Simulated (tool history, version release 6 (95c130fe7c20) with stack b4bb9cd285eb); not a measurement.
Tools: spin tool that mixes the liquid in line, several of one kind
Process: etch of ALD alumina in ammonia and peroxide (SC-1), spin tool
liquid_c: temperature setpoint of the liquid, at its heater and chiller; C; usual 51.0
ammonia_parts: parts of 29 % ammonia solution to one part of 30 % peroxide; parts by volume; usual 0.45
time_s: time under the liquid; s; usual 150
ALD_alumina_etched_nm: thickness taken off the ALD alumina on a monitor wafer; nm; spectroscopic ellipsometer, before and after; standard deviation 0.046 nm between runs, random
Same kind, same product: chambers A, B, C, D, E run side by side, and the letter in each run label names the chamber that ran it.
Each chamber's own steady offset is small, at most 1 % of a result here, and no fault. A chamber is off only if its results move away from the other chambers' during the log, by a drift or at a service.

run	hour	liquid_c	ammonia_parts	time_s	read-back film thickness of the ALD alumina reference wafer, read on the same gauge (nm)	ALD_alumina_etched_nm
1D	4.8	51.0	0.45	150	100.030	7.4875
2C	12.1	51.0	0.45	150	100.000	7.3726
3B	19.1	51.0	0.45	150	99.987	7.4446
4A	24.9	51.0	0.45	150	99.983	7.3984
# hour 29.6: chamber D: thermometer replaced
5E	32.9	51.0	0.45	150	100.030	7.4452
6B	41.0	51.0	0.45	150	100.030	7.4598
7A	46.5	51.0	0.45	150	99.987	7.3315
8E	55.5	51.0	0.45	150	99.994	7.3864
9D	63.6	51.0	0.45	150	100.010	7.4602
10C	72.1	51.0	0.45	150	99.988	7.4265
11D	82.0	51.0	0.45	150	99.986	7.3742
12B	90.8	51.0	0.45	150	100.020	7.4009
13C	96.2	51.0	0.45	150	99.986	7.3722
14E	104.5	51.0	0.45	150	99.995	7.2669
# hour 112.9: chamber D: new drum of ammonia solution connected
15A	113.5	51.0	0.45	150	99.969	7.2922
16D	119.5	51.0	0.45	180	100.030	8.9436
17B	127.3	51.0	0.45	180	100.020	8.9240
# hour 127.7: chamber B: thermometer replaced
# hour 128.1: chamber B: new drum of ammonia solution connected
18E	133.3	51.0	0.45	180	100.010	8.6271
# hour 133.5: chamber D: ammonia flow meter replaced
19C	140.6	51.0	0.45	180	100.030	8.9565
# hour 141.2: chamber C: new drum of ammonia solution connected
20A	144.9	51.0	0.45	180	100.000	8.7993
21E	154.2	47.0	0.35	150	100.030	5.6387
22B	161.4	47.0	0.35	150	99.992	5.7851
# hour 167.4: chamber C: thermometer replaced
23A	170.8	47.0	0.35	150	99.984	5.7379
24C	176.0	47.0	0.35	150	100.020	5.8081
25D	184.4	47.0	0.35	150	100.020	5.7908
26A	192.6	47.5	0.60	150	100.020	6.2189
27C	199.1	47.5	0.60	150	99.980	6.2956
28E	207.4	47.5	0.60	150	99.970	5.8708
29B	212.8	47.5	0.60	150	100.000	6.3191
30D	221.5	47.5	0.60	150	99.957	6.2622

Is one chamber off against the others, does the gauge drift, or is nothing wrong? If a chamber is off, say which, and what the likeliest cause is.

One chamber, E, drifts off from the rest bit by bit.
Likeliest cause: temperature lost on the way to the wafer (K) = 1.46.
The log may not tell that from: liquid colder than its thermometer reads (K).

Chamber E could run next with any of the 4 candidate recipes listed below; each alters the usual settings, and their results appear as question marks. Which one brings its results back in line with what the other chambers deliver on the usual settings?
Maximum distance from the other chambers' mean on the usual settings for a result to count as in line: ALD_alumina_etched_nm 0.1600 nm
31E-1	228.6	51.0	0.45	145		?
31E-2	228.6	49.5	0.45	150		?
31E-3	228.6	51.0	0.65	150		?
31E-4	228.6	52.5	0.45	150		?

Usual-settings mean across the other chambers: ALD_alumina_etched_nm 7.4011 nm
run	ALD_alumina_etched_nm
31E-1	6.6034
31E-2	6.2927
31E-3	7.0719
31E-4	7.4051
Change 31E-4 lands the chamber within the allowed miss of the other chambers.

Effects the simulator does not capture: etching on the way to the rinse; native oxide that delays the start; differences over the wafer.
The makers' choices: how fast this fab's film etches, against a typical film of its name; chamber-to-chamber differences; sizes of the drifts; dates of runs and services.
